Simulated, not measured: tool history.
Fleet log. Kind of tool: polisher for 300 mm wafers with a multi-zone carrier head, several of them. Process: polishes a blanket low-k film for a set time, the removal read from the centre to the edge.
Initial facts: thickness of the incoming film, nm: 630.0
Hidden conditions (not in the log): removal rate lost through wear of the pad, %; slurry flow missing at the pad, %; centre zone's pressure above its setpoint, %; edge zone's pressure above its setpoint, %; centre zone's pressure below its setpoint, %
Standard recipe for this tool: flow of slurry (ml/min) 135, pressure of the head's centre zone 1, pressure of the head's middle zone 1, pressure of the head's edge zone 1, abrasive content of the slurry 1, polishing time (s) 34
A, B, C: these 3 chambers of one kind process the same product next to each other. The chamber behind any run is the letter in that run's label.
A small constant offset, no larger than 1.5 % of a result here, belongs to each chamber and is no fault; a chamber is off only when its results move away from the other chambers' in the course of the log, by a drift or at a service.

| run | day | flow of slurry (ml/min) | pressure of the head's centre zone | pressure of the head's middle zone | pressure of the head's edge zone | abrasive content of the slurry | polishing time (s) | wafers polished on this pad | hours since the slurry nozzle was cleaned | hours since the centre zone pressure was calibrated | hours since the edge zone pressure was calibrated | film removed at the wafer's centre (angstrom) | film removed at mid-radius (angstrom) | film removed at the wafer's edge (angstrom) |
|---|---|---|---|---|---|---|---|---|---|---|---|---|---|---|
| 1C | 0.312 | 135 | 1 | 1 | 1 | 1 | 34 | 193 | 203.3 | 490.4 | 1148 | 186.1 | 184.32 | 184.25 |
| 2A | 0.688 | 135 | 1 | 1 | 1 | 1 | 34 | 307 | 313.5 | 303.3 | 965.3 | 186.11 | 187.21 | 187.89 |
|  | 0.925 | chamber B: worn pad replaced by a new one |
| 3B | 1.35 | 135 | 1 | 1 | 1 | 1 | 34 | 147 | 198.9 | 266.3 | 493.6 | 188.86 | 188.19 | 185.08 |
| 4A | 1.688 | 135 | 1 | 1 | 1 | 1 | 34 | 651 | 337.5 | 327.3 | 989.3 | 187.36 | 187.55 | 188.25 |
| 5C | 2.1 | 135 | 1 | 1 | 1 | 1 | 34 | 808 | 246.2 | 533.3 | 1190.9 | 188.27 | 184.9 | 185.88 |
|  | 2.583 | chamber C: edge zone pressure recalibrated |
| 6B | 2.604 | 135 | 1 | 1 | 1 | 1 | 34 | 579 | 229 | 296.4 | 523.7 | 188.95 | 188.32 | 188.14 |
|  | 2.929 | chamber C: worn pad replaced by a new one |
|  | 3.012 | chamber A: worn pad replaced by a new one |
| 7C | 3.262 | 135 | 1 | 1 | 1 | 1 | 34 | 115 | 274.1 | 561.2 | 16.4 | 183.61 | 187.16 | 187.78 |
| 8B | 3.867 | 135 | 1 | 1 | 1 | 1 | 34 | 1013 | 259.3 | 326.7 | 554 | 188.19 | 185.53 | 183.88 |
| 9A | 4.521 | 135 | 1 | 1 | 1 | 1.15 | 30 | 519 | 405.5 | 395.3 | 1057.3 | 176.43 | 174.34 | 175.48 |
|  | 4.688 | chamber B: worn pad replaced by a new one |
| 10B | 5.192 | 135 | 1 | 1 | 1 | 1.15 | 30 | 174 | 291.1 | 358.5 | 585.8 | 177.75 | 171.32 | 175.47 |
| 11C | 5.725 | 135 | 1 | 1 | 1 | 1.15 | 30 | 962 | 333.2 | 620.3 | 75.5 | 170.49 | 173.86 | 176.78 |
|  | 6.096 | chamber C: worn pad replaced by a new one |
| 12A | 6.275 | 135 | 1 | 1 | 1 | 1 | 34 | 1123 | 447.6 | 437.4 | 1099.4 | 190.41 | 187.42 | 187.33 |
|  | 6.333 | chamber A: worn pad replaced by a new one |
| 13A | 6.875 | 135 | 1 | 1 | 0.92 | 1 | 46 | 186 | 462 | 451.8 | 1113.8 | 257.17 | 251.04 | 244.47 |
| 14C | 7.333 | 135 | 1 | 1 | 0.92 | 1 | 46 | 426 | 371.8 | 658.9 | 114.1 | 242.96 | 253.36 | 244.78 |
| 15B | 7.712 | 135 | 1 | 1 | 0.92 | 1 | 46 | 1041 | 351.6 | 419 | 646.3 | 254.46 | 253.62 | 240.69 |
| 16B | 8.221 | 135 | 1.09 | 1 | 1 | 0.85 | 34 | 1216 | 363.8 | 431.2 | 658.5 | 191.51 | 172.5 | 168.63 |
| 17C | 8.617 | 135 | 1.09 | 1 | 1 | 0.85 | 34 | 868 | 402.6 | 689.7 | 144.9 | 175.82 | 174.26 | 175.1 |
| 18A | 9.246 | 135 | 1.09 | 1 | 1 | 0.85 | 34 | 1002 | 518.9 | 508.7 | 1170.7 | 190.89 | 176.38 | 174.25 |
|  | 9.567 | chamber C: worn pad replaced by a new one |
| 19C | 9.679 | 135 | 1 | 1 | 1 | 1 | 34 | 39 | 428.1 | 715.2 | 170.4 | 173.5 | 187.15 | 187 |
|  | 9.704 | chamber A: worn pad replaced by a new one |
| 20A | 10.062 | 110 | 1 | 1 | 1 | 1 | 44 | 124 | 538.5 | 528.3 | 1190.3 | 227.3 | 234.07 | 233.89 |

Which is it: a chamber that has drifted or been left off by a service, a gauge drift common to all chambers, or only each chamber's usual small offset? If a chamber is off, name it and its likeliest cause.

It is chamber C that slowly wanders off from its peers.
Most likely cause: centre zone's pressure below its setpoint, % = 8.07.

Chamber C could run next with any of the 4 candidate recipes listed below; each alters the usual settings, and their results appear as question marks. Which one brings its results back in line with what the other chambers deliver on the usual settings?
Maximum distance from the other chambers' mean on the usual settings for a result to count as in line: film removed at the wafer's centre (angstrom) 4.6; film removed at mid-radius (angstrom) 6.2; film removed at the wafer's edge (angstrom) 4.5
| 21C-1 | 10.554 | 145 | 1.14 | 0.98 | 0.94 | 1 | 34 |  |  |  |  | ? | ? | ? |
| 21C-2 | 10.554 | 125 | 0.87 | 1.01 | 1.05 | 1 | 34 |  |  |  |  | ? | ? | ? |
| 21C-3 | 10.554 | 130 | 0.93 | 1.01 | 1.03 | 1 | 34 |  |  |  |  | ? | ? | ? |
| 21C-4 | 10.554 | 140 | 1.08 | 0.99 | 0.97 | 1 | 34 |  |  |  |  | ? | ? | ? |

The other chambers' mean on the usual settings: film removed at the wafer's centre (angstrom) 187.76; film removed at mid-radius (angstrom) 186.64; film removed at the wafer's edge (angstrom) 186.36
| run | film removed at the wafer's centre (angstrom) | film removed at mid-radius (angstrom) | film removed at the wafer's edge (angstrom) |
|---|---|---|---|
| 21C-1 | 200.03 | 185.56 | 183.38 |
| 21C-2 | 142.61 | 185.11 | 190.06 |
| 21C-3 | 155.36 | 186.67 | 189.26 |
| 21C-4 | 186.94 | 186.03 | 185.43 |
With 21C-4, the chamber falls back in line with the rest.
